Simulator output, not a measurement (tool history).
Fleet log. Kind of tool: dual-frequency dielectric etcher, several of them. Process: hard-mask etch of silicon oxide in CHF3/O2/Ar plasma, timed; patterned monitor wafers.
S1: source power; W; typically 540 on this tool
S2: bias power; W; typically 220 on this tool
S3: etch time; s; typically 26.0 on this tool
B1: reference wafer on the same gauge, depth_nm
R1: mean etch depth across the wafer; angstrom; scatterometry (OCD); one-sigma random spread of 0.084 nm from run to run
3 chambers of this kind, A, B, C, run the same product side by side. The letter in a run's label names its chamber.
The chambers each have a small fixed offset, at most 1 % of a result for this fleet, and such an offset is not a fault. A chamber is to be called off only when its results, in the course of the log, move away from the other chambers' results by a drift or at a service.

Run 1C, hour 4.4: usual settings; B1 46.404. Result: R1 530.33 angstrom.
Run 2B, hour 10.6: usual settings; B1 46.421. Result: R1 530.32 angstrom.
Run 3A, hour 15.2: usual settings; B1 46.427. Result: R1 532.30 angstrom.
Run 4B, hour 19.8: usual settings; B1 46.436. Result: R1 530.14 angstrom.
Run 5C, hour 22.9: usual settings; B1 46.472. Result: R1 529.74 angstrom.
At hour 26.6: chamber B: bias power generator calibrated.
Run 6A, hour 29.2: usual settings; B1 46.465. Result: R1 532.05 angstrom.
Run 7A, hour 34.0: usual settings; B1 46.472. Result: R1 533.53 angstrom.
Run 8C, hour 37.9: usual settings; B1 46.481. Result: R1 529.55 angstrom.
Run 9B, hour 43.0: usual settings; B1 46.476. Result: R1 532.25 angstrom.
Run 10B, hour 47.7: usual settings but S2 173 W, S3 33.5 s; B1 46.469. Result: R1 630.06 angstrom.
Run 11A, hour 53.3: usual settings but S2 173 W, S3 33.5 s; B1 46.509. Result: R1 631.42 angstrom.
Run 12C, hour 56.4: usual settings but S2 173 W, S3 33.5 s; B1 46.497. Result: R1 629.46 angstrom.
Run 13C, hour 62.3: usual settings; B1 46.507. Result: R1 529.72 angstrom.
Run 14B, hour 67.5: usual settings; B1 46.513. Result: R1 532.24 angstrom.
Run 15A, hour 71.3: usual settings but S1 470 W; B1 46.536. Result: R1 504.64 angstrom.
Run 16B, hour 75.2: usual settings but S1 470 W; B1 46.552. Result: R1 505.10 angstrom.
Run 17C, hour 81.4: usual settings but S1 470 W; B1 46.559. Result: R1 505.22 angstrom.
Run 18A, hour 86.2: usual settings; B1 46.566. Result: R1 532.76 angstrom.
Run 19B, hour 91.5: usual settings but S1 490 W; B1 46.586. Result: R1 511.77 angstrom.
Run 20C, hour 94.7: usual settings but S1 490 W; B1 46.567. Result: R1 512.75 angstrom.
Run 21A, hour 100.2: usual settings but S1 490 W; B1 46.589. Result: R1 515.53 angstrom.
Run 22A, hour 105.0: usual settings; B1 46.609. Result: R1 534.10 angstrom.
Run 23C, hour 110.8: usual settings; B1 46.619. Result: R1 532.96 angstrom.
Run 24B, hour 115.2: usual settings; B1 46.630. Result: R1 533.01 angstrom.
Run 25C, hour 118.4: usual settings; B1 46.629. Result: R1 533.88 angstrom.
Run 26A, hour 123.8: usual settings; B1 46.621. Result: R1 533.83 angstrom.
Run 27B, hour 128.1: usual settings; B1 46.629. Result: R1 533.11 angstrom.
Run 28A, hour 131.5: usual settings; B1 46.651. Result: R1 534.60 angstrom.
Run 29C, hour 136.5: usual settings; B1 46.657. Result: R1 532.67 angstrom.
Run 30B, hour 142.6: usual settings but S1 660 W, S3 22.5 s; B1 46.646. Result: R1 497.75 angstrom.
Run 31B, hour 145.4: usual settings but S1 660 W, S3 22.5 s; B1 46.671. Result: R1 498.29 angstrom.
Run 32A, hour 151.1: usual settings but S1 660 W, S3 22.5 s; B1 46.700. Result: R1 500.81 angstrom.
Run 33C, hour 155.5: usual settings; B1 46.699. Result: R1 532.66 angstrom.

For the next run the whole fleet of 3 chambers uses the same settings. Give each chamber's results:
Run 34A, hour 160.2: usual settings. Result: R1 ?.
Run 34B, hour 160.2: usual settings. Result: R1 ?.
Run 34C, hour 160.2: usual settings. Result: R1 ?.

run      R1
34A  535.42
34B  535.82
34C  532.87
